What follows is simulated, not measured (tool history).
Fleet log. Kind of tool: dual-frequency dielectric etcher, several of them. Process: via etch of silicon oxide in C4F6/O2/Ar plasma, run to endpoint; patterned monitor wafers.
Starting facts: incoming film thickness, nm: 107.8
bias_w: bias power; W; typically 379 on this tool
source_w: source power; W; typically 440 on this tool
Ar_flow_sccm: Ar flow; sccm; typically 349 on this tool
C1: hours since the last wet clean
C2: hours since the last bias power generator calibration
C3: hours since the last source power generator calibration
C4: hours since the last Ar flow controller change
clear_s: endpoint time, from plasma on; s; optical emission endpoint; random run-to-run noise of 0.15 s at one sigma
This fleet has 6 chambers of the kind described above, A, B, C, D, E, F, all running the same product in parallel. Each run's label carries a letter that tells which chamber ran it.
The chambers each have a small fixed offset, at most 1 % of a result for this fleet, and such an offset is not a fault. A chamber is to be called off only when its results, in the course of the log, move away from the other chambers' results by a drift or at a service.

{"day": 0.229, "done": "chamber D: Ar flow controller replaced"}
{"run": "1C", "day": 0.504, "bias_w": 379, "source_w": 440, "Ar_flow_sccm": 349, "C1": 199.8, "C2": 4879.6, "C3": 2160.8, "C4": 4071.2, "clear_s": 25.868}
{"run": "2E", "day": 0.838, "bias_w": 379, "source_w": 440, "Ar_flow_sccm": 349, "C1": 393.8, "C2": 1897.7, "C3": 43.1, "C4": 3255.9, "clear_s": 25.709}
{"run": "3B", "day": 1.45, "bias_w": 379, "source_w": 440, "Ar_flow_sccm": 349, "C1": 239.9, "C2": 2118.6, "C3": 1591.8, "C4": 1415.3, "clear_s": 25.704}
{"run": "4A", "day": 2.067, "bias_w": 379, "source_w": 440, "Ar_flow_sccm": 349, "C1": 106, "C2": 3470, "C3": 207.2, "C4": 2075.7, "clear_s": 25.831}
{"run": "5D", "day": 2.625, "bias_w": 379, "source_w": 440, "Ar_flow_sccm": 349, "C1": 195.1, "C2": 2344.9, "C3": 1005.9, "C4": 57.5, "clear_s": 26.103}
{"run": "6F", "day": 3.208, "bias_w": 379, "source_w": 440, "Ar_flow_sccm": 349, "C1": 390, "C2": 1227.1, "C3": 1723.5, "C4": 1525.8, "clear_s": 25.635}
{"run": "7B", "day": 3.704, "bias_w": 379, "source_w": 440, "Ar_flow_sccm": 349, "C1": 294, "C2": 2172.7, "C3": 1645.9, "C4": 1469.4, "clear_s": 25.969}
{"run": "8A", "day": 4.175, "bias_w": 379, "source_w": 440, "Ar_flow_sccm": 349, "C1": 156.6, "C2": 3520.6, "C3": 257.8, "C4": 2126.3, "clear_s": 25.866}
{"run": "9E", "day": 4.717, "bias_w": 335, "source_w": 440, "Ar_flow_sccm": 349, "C1": 486.9, "C2": 1990.8, "C3": 136.2, "C4": 3349, "clear_s": 26.886}
{"run": "10C", "day": 5.017, "bias_w": 335, "source_w": 440, "Ar_flow_sccm": 349, "C1": 308.1, "C2": 4987.9, "C3": 2269.1, "C4": 4179.5, "clear_s": 27.085}
{"run": "11F", "day": 5.379, "bias_w": 335, "source_w": 440, "Ar_flow_sccm": 349, "C1": 442.1, "C2": 1279.2, "C3": 1775.6, "C4": 1577.9, "clear_s": 26.683}
{"day": 5.421, "done": "chamber B: wet clean of the chamber"}
{"day": 5.521, "done": "chamber E: wet clean of the chamber"}
{"run": "12D", "day": 5.825, "bias_w": 335, "source_w": 440, "Ar_flow_sccm": 349, "C1": 271.9, "C2": 2421.7, "C3": 1082.7, "C4": 134.3, "clear_s": 27.124}
{"run": "13A", "day": 6.375, "bias_w": 335, "source_w": 440, "Ar_flow_sccm": 349, "C1": 209.4, "C2": 3573.4, "C3": 310.6, "C4": 2179.1, "clear_s": 27.126}
{"run": "14D", "day": 6.654, "bias_w": 335, "source_w": 440, "Ar_flow_sccm": 349, "C1": 291.8, "C2": 2441.6, "C3": 1102.6, "C4": 154.2, "clear_s": 27.356}
{"run": "15F", "day": 6.975, "bias_w": 468, "source_w": 440, "Ar_flow_sccm": 349, "C1": 480.4, "C2": 1317.5, "C3": 1813.9, "C4": 1616.2, "clear_s": 23.995}
{"run": "16C", "day": 7.4, "bias_w": 468, "source_w": 440, "Ar_flow_sccm": 349, "C1": 365.3, "C2": 5045.1, "C3": 2326.3, "C4": 4236.7, "clear_s": 23.906}
{"run": "17E", "day": 8.017, "bias_w": 468, "source_w": 440, "Ar_flow_sccm": 349, "C1": 60, "C2": 2070, "C3": 215.4, "C4": 3428.2, "clear_s": 25.013}
{"day": 8.375, "done": "chamber C: wet clean of the chamber"}
{"run": "18B", "day": 8.375, "bias_w": 468, "source_w": 440, "Ar_flow_sccm": 349, "C1": 71, "C2": 2284.8, "C3": 1758, "C4": 1581.5, "clear_s": 23.927}
{"run": "19B", "day": 8.888, "bias_w": 468, "source_w": 440, "Ar_flow_sccm": 349, "C1": 83.3, "C2": 2297.1, "C3": 1770.3, "C4": 1593.8, "clear_s": 23.89}
{"run": "20E", "day": 9.262, "bias_w": 468, "source_w": 440, "Ar_flow_sccm": 349, "C1": 89.9, "C2": 2099.9, "C3": 245.3, "C4": 3458.1, "clear_s": 25.338}
{"run": "21D", "day": 9.788, "bias_w": 379, "source_w": 440, "Ar_flow_sccm": 349, "C1": 367, "C2": 2516.8, "C3": 1177.8, "C4": 229.4, "clear_s": 26.117}
{"day": 10.167, "done": "chamber A: bias power generator calibrated"}
{"run": "22A", "day": 10.283, "bias_w": 379, "source_w": 440, "Ar_flow_sccm": 349, "C1": 303.2, "C2": 2.8, "C3": 404.4, "C4": 2272.9, "clear_s": 25.988}
{"day": 10.446, "done": "chamber F: wet clean of the chamber"}
{"run": "23C", "day": 10.712, "bias_w": 379, "source_w": 440, "Ar_flow_sccm": 349, "C1": 56.1, "C2": 5124.6, "C3": 2405.8, "C4": 4316.2, "clear_s": 26.071}
{"run": "24F", "day": 11.096, "bias_w": 379, "source_w": 440, "Ar_flow_sccm": 349, "C1": 15.7, "C2": 1416.4, "C3": 1912.8, "C4": 1715.1, "clear_s": 25.6}
{"day": 11.362, "done": "chamber C: bias power generator calibrated"}
{"run": "25B", "day": 11.408, "bias_w": 379, "source_w": 440, "Ar_flow_sccm": 349, "C1": 143.8, "C2": 2357.6, "C3": 1830.8, "C4": 1654.3, "clear_s": 25.881}
{"run": "26E", "day": 11.846, "bias_w": 379, "source_w": 440, "Ar_flow_sccm": 349, "C1": 151.9, "C2": 2161.9, "C3": 307.3, "C4": 3520.1, "clear_s": 27.138}
{"run": "27A", "day": 12.138, "bias_w": 379, "source_w": 440, "Ar_flow_sccm": 349, "C1": 347.7, "C2": 47.3, "C3": 448.9, "C4": 2317.4, "clear_s": 25.733}
{"run": "28F", "day": 12.433, "bias_w": 379, "source_w": 440, "Ar_flow_sccm": 349, "C1": 47.8, "C2": 1448.5, "C3": 1944.9, "C4": 1747.2, "clear_s": 25.889}
{"run": "29D", "day": 13.0, "bias_w": 379, "source_w": 440, "Ar_flow_sccm": 349, "C1": 444.1, "C2": 2593.9, "C3": 1254.9, "C4": 306.5, "clear_s": 25.804}
{"run": "30C", "day": 13.412, "bias_w": 299, "source_w": 440, "Ar_flow_sccm": 349, "C1": 120.9, "C2": 49.2, "C3": 2470.6, "C4": 4381, "clear_s": 28.209}
{"run": "31C", "day": 13.712, "bias_w": 299, "source_w": 440, "Ar_flow_sccm": 349, "C1": 128.1, "C2": 56.4, "C3": 2477.8, "C4": 4388.2, "clear_s": 28.662}
{"run": "32A", "day": 14.292, "bias_w": 299, "source_w": 440, "Ar_flow_sccm": 349, "C1": 399.4, "C2": 99, "C3": 500.6, "C4": 2369.1, "clear_s": 27.894}
{"run": "33B", "day": 14.808, "bias_w": 299, "source_w": 440, "Ar_flow_sccm": 349, "C1": 225.4, "C2": 2439.2, "C3": 1912.4, "C4": 1735.9, "clear_s": 28.094}
{"run": "34E", "day": 15.338, "bias_w": 299, "source_w": 440, "Ar_flow_sccm": 349, "C1": 235.7, "C2": 2245.7, "C3": 391.1, "C4": 3603.9, "clear_s": 29.255}
{"run": "35F", "day": 15.667, "bias_w": 299, "source_w": 440, "Ar_flow_sccm": 349, "C1": 125.4, "C2": 1526.1, "C3": 2022.5, "C4": 1824.8, "clear_s": 27.817}
{"run": "36D", "day": 16.229, "bias_w": 379, "source_w": 440, "Ar_flow_sccm": 349, "C1": 521.6, "C2": 2671.4, "C3": 1332.4, "C4": 384, "clear_s": 26.089}
{"run": "37A", "day": 16.833, "bias_w": 428, "source_w": 540, "Ar_flow_sccm": 349, "C1": 460.4, "C2": 160, "C3": 561.6, "C4": 2430.1, "clear_s": 22.789}

What goes on in this fleet: one chamber off, a drifting gauge, or nothing beyond the chambers' own small offsets? Name the chamber and the cause, if any.

A service left chamber E off against the others.
What lies behind it: etch rate under this chamber's usual, % = 5.13.

Which of the 4 candidates below, each the usual settings with something changed and its results left as question marks, puts chamber E back in line with what the other chambers give on the usual settings?
Maximum distance from the other chambers' mean on the usual settings for a result to count as in line: clear_s 0.54 s
{"run": "38E-1", "day": 17.283, "bias_w": 328, "source_w": 440, "Ar_flow_sccm": 349, "clear_s": "?"}
{"run": "38E-2", "day": 17.283, "bias_w": 402, "source_w": 470, "Ar_flow_sccm": 343, "clear_s": "?"}
{"run": "38E-3", "day": 17.283, "bias_w": 374, "source_w": 430, "Ar_flow_sccm": 350, "clear_s": "?"}
{"run": "38E-4", "day": 17.283, "bias_w": 389, "source_w": 440, "Ar_flow_sccm": 349, "clear_s": "?"}

What the other chambers average on the usual settings: clear_s 25.844 s
run=38E-1 clear_s=28.44
run=38E-2 clear_s=25.774
run=38E-3 clear_s=27.405
run=38E-4 clear_s=26.783
38E-2 puts the chamber back in line with the other chambers.
